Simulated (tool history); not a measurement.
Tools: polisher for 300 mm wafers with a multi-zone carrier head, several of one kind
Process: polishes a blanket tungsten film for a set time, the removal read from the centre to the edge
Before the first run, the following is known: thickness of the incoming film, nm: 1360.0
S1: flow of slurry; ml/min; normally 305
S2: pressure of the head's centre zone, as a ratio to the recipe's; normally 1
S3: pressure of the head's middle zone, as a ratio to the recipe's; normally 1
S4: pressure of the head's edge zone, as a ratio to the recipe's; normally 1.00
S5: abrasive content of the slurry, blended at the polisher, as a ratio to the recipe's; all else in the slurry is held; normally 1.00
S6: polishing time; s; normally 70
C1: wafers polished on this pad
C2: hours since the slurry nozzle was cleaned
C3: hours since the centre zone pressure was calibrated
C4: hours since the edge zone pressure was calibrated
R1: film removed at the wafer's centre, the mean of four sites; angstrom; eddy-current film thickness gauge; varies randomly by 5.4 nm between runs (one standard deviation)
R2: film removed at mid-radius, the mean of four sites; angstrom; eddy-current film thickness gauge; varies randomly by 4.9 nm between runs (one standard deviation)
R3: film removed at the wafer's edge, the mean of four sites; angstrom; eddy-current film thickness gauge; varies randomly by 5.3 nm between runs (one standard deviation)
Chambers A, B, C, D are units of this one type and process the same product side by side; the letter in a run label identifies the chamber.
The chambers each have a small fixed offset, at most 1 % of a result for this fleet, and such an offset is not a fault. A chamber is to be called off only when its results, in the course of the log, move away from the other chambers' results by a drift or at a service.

run    day   S1  S2  S3    S4    S5  S6    C1     C2      C3      C4      R1      R2      R3
     0.192  -- chamber D: worn pad replaced by a new one
 1D  0.192  305   1   1  1.00  1.00  70     0  182.7   742.7  1047.4  3988.4  4139.1  4133.9
 2C  0.308  305   1   1  1.00  1.00  70  1434  321.6   774.6   216.0  4198.5  4012.3  4074.4
     0.358  -- chamber C: slurry nozzle cleaned
 3B  0.462  305   1   1  1.00  1.00  70   390  611.8   425.5   389.7  4153.7  4146.2  4088.0
 4A  0.650  305   1   1  1.00  1.00  70   277  442.3  1028.1    93.1  4112.9  4200.1  4150.7
 5B  0.829  305   1   1  1.00  1.00  70   448  620.6   434.3   398.5  4149.0  4112.4  4119.5
 6D  0.988  305   1   1  1.00  1.25  70   126  201.8   761.8  1066.5  4423.7  4332.1  4394.8
 7A  1.117  305   1   1  1.00  1.25  70   351  453.5  1039.3   104.3  4221.6  4371.8  4307.5
     1.125  -- chamber C: worn pad replaced by a new one
     1.233  -- chamber D: slurry nozzle cleaned
 8C  1.312  305   1   1  1.00  1.25  70    30   22.9   798.7   240.1  4327.8  4297.8  4317.9
 9C  1.404  305   1   1  1.00  1.25  70    44   25.1   800.9   242.3  4399.4  4310.9  4319.3
10A  1.600  305   1   1  1.00  1.00  70   427  465.1  1050.9   115.9  4151.9  4120.6  4118.3
     1.688  -- chamber A: centre zone pressure recalibrated
     1.725  -- chamber C: centre zone pressure recalibrated
11D  1.788  305   1   1  1.00  1.00  70   253   13.4   781.0  1085.7  4139.5  4133.0  3996.2
12B  1.979  305   1   1  1.00  1.00  70   631  648.2   461.9   426.1  4114.1  4144.8  4226.8
13C  2.104  305   1   1  1.00  1.00  70   156   41.9     9.2   259.1  4059.4  4142.9  4063.4
     2.112  -- chamber B: centre zone pressure recalibrated
     2.246  -- chamber B: worn pad replaced by a new one
14A  2.271  305   1   1  1.00  1.00  70   534  481.2    14.1   132.0  3740.8  4066.9  4208.7
15B  2.408  305   1   1  1.00  1.00  70    26  658.5     7.2   436.4  4052.4  4112.8  4109.0
16D  2.567  305   1   1  1.00  1.00  70   377   32.1   799.7  1104.4  4065.1  4037.0  4122.0
17D  2.738  305   1   1  1.00  1.00  70   404   36.2   803.8  1108.5  4090.6  4062.1  4108.2
18B  2.921  305   1   1  1.00  1.00  70   107  670.8    19.5   448.7  4071.1  4122.0  4129.7
19A  3.062  305   1   1  1.00  1.00  70   660  500.2    33.1   151.0  3760.2  4151.2  4133.1
20C  3.221  305   1   1  1.00  1.00  70   333   68.7    36.0   285.9  3988.0  4119.7  4146.8
     3.288  -- chamber A: worn pad replaced by a new one
21D  3.396  305   1   1  1.00  1.00  70   509   52.0   819.6  1124.3  4105.3  4172.8  4168.2
22B  3.579  215   1   1  1.09  1.00  70   211  686.6    35.3   464.5  3993.1  3867.5  4170.6
23A  3.767  215   1   1  1.09  1.00  70    76  517.1    50.0   167.9  3641.4  3999.5  4301.1
24C  3.912  215   1   1  1.09  1.00  70   443   85.3    52.6   302.5  3855.3  3929.3  4116.3
25C  4.012  215   1   1  1.09  1.00  70   458   87.7    55.0   304.9  4001.8  3823.7  4146.0
26B  4.208  305   1   1  1.00  1.00  70   311  701.7    50.4   479.6  4111.3  4045.6  4130.7
     4.362  -- chamber B: slurry nozzle cleaned
27A  4.371  305   1   1  1.00  1.00  70   172  531.6    64.5   182.4  3745.8  4084.8  4182.5
28D  4.462  305   1   1  1.00  1.00  70   678   77.6   845.2  1149.9  4019.7  4147.2  4164.9
29A  4.558  305   1   1  1.00  1.00  70   201  536.1    69.0   186.9  3824.2  4185.8  4267.6
30B  4.742  305   1   1  1.00  1.00  70   396    9.1    63.2   492.4  4150.7  4082.9  4105.4
31C  4.912  305   1   1  1.00  1.00  70   601  109.3    76.6   326.5  4090.1  3992.0  4153.8

Is one chamber off against the others, does the gauge drift, or is nothing wrong? If a chamber is off, say which, and what the likeliest cause is.

After it was serviced, chamber A no longer matches the other chambers.
Most likely cause: centre zone's pressure below its setpoint, % = 7.59.

Here are 4 candidates for chamber A's next run, each the usual settings with a change, their results left as question marks. Which one brings its results back in line with what the others give on the usual settings?
Counts as in line when no further than this from what the other chambers average on the usual settings: R1 190.0 angstrom; R2 170.0 angstrom; R3 180.0 angstrom
32A-1  5.050  315  1.14  0.98  0.95  1.00  71                   ?   ?   ?
32A-2  5.050  310  1.07  0.99  0.97  1.00  70                   ?   ?   ?
32A-3  5.050  295  0.86  1.02  1.05  1.00  69                   ?   ?   ?
32A-4  5.050  300  0.93  1.01  1.03  1.00  70                   ?   ?   ?

What the other chambers average on the usual settings: R1 4124.1 angstrom; R2 4102.3 angstrom; R3 4116.5 angstrom
  run      R1      R2      R3
32A-1  4431.5  4119.2  4108.0
32A-2  4071.9  4095.0  4087.8
32A-3  3139.2  4134.4  4181.4
32A-4  3479.6  4161.5  4205.2
With 32A-2, the chamber falls back in line with the rest.
